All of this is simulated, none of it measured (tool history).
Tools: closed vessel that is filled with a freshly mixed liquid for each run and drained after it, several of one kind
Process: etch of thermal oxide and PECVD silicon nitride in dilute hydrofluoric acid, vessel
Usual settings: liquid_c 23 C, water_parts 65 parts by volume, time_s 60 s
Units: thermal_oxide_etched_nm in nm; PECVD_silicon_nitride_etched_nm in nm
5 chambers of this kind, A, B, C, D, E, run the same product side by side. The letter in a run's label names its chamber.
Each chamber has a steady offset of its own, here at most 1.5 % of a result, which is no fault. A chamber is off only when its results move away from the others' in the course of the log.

run,hour,liquid_c,water_parts,time_s,hours since the thermometer was replaced,hours since the hydrofluoric acid flow meter was replaced,"read-back film thickness of the thermal oxide reference wafer, read on the same gauge (nm)","read-back film thickness of the PECVD silicon nitride reference wafer, read on the same gauge (nm)",thermal_oxide_etched_nm,PECVD_silicon_nitride_etched_nm
1E,7,23,65,60,1141.5,596.8,100.01,80.006,4.5333,3.3434
2D,13.9,23,65,60,1732,757.8,100.01,79.988,4.4588,3.3359
3C,21.5,23,65,60,417.8,163.9,99.967,79.999,4.4321,3.3037
4B,34.8,23,65,60,476.9,1178.5,99.972,80.009,4.4101,3.3216
5A,44.9,23,65,60,1915.9,275.4,100.03,80,4.4998,3.2471
6E,57.6,23,65,60,1192.1,647.4,100.01,79.986,4.518,3.3362
# hour 58.5: chamber A: thermometer replaced
7B,69.7,23,65,60,511.8,1213.4,100.04,79.984,4.4504,3.3556
8A,81.1,23,65,60,22.7,311.6,100.04,79.98,4.444,3.2599
9C,89.3,23,65,60,485.6,231.7,99.939,79.987,4.4057,3.2889
10D,99.5,23,65,60,1817.6,843.4,99.952,79.994,4.4297,3.3086
11D,106.9,23,65,60,1825,850.8,99.961,80.005,4.4373,3.3407
12C,118.1,23,65,60,514.4,260.5,99.981,79.992,4.5101,3.32
13A,132.6,23,65,60,74.2,363.1,100.04,80.017,4.4423,3.2321
14B,145.6,23,65,60,587.7,1289.3,99.971,80.009,4.3935,3.3265
15E,158.4,23,65,60,1292.9,748.2,100.05,79.994,4.5364,3.2867
16E,166.8,23,65,45,1301.3,756.6,100.04,79.996,3.3326,2.4825
17B,177.4,23,65,45,619.5,1321.1,99.994,79.982,3.3533,2.4637
18C,186.2,23,65,45,582.5,328.6,100.02,80.015,3.3661,2.4157
19A,193.6,23,65,45,135.2,424.1,100.02,80.034,3.3998,2.482
20D,199.9,23,65,45,1918,943.8,100.01,79.996,3.3131,2.5008
21A,206.7,23,65,60,148.3,437.2,100.02,80.004,4.4353,3.2471
22B,220.7,23,65,60,662.8,1364.4,99.951,79.968,4.4347,3.2954
23E,229.5,21,80,60,1364,819.3,100.02,79.993,3.28,2.3545
24C,243.2,21,80,60,639.5,385.6,99.991,79.962,3.2454,2.3875
# hour 254.5: chamber D: thermometer replaced
25D,254.9,21,80,60,0.4,998.8,99.971,79.999,3.2802,2.3597
26C,267.5,21,80,60,663.8,409.9,100,80.02,3.2525,2.3798
27B,275.9,21,80,60,718,1419.6,99.989,79.998,3.2554,2.3422
28E,286.6,23,65,60,1421.1,876.4,99.976,79.993,4.4825,3.3729
29D,295,23,65,60,40.5,1038.9,99.997,80.012,4.4875,3.2756
30A,306.6,23,65,60,248.2,537.1,99.977,80.001,4.4809,3.2841
31B,319.6,23,65,60,761.7,1463.3,100.02,80.014,4.4373,3.2823
32D,332.4,23,65,60,77.9,1076.3,99.998,80.012,4.4942,3.2806
33E,341.2,23,65,60,1475.7,931,100.01,80,4.4681,3.3381
34A,355.4,23,65,60,297,585.9,100.02,80.012,4.4269,3.2996
35C,365.7,23,65,60,762,508.1,100.01,79.984,4.3776,3.302
36C,373.2,25,65,60,769.5,515.6,99.96,79.987,4.8034,3.7584
37A,383.9,25,65,60,325.5,614.4,100.02,79.988,4.8967,3.7738
38D,390.9,25,65,60,136.4,1134.8,100.01,80.023,4.799,3.7658
39E,401.3,25,65,60,1535.8,991.1,100.01,79.968,4.8483,3.7915
40B,408.7,25,65,60,850.8,1552.4,99.986,80.024,4.8153,3.7154
41C,419,23,65,60,815.3,561.4,100.01,79.991,4.4473,3.3513
42B,426.5,23,65,60,868.6,1570.2,99.985,80.023,4.4783,3.3001

All 5 chambers run these settings next. Forecast each chamber's results:
43A,437,23,95,60,,,,,?,?
43B,437,23,95,60,,,,,?,?
43C,437,23,95,60,,,,,?,?
43D,437,23,95,60,,,,,?,?
43E,437,23,95,60,,,,,?,?

run,thermal_oxide_etched_nm,PECVD_silicon_nitride_etched_nm
43A,2.9646,2.2505
43B,2.8878,2.2304
43C,2.924,2.2576
43D,2.9302,2.306
43E,2.9169,2.2702
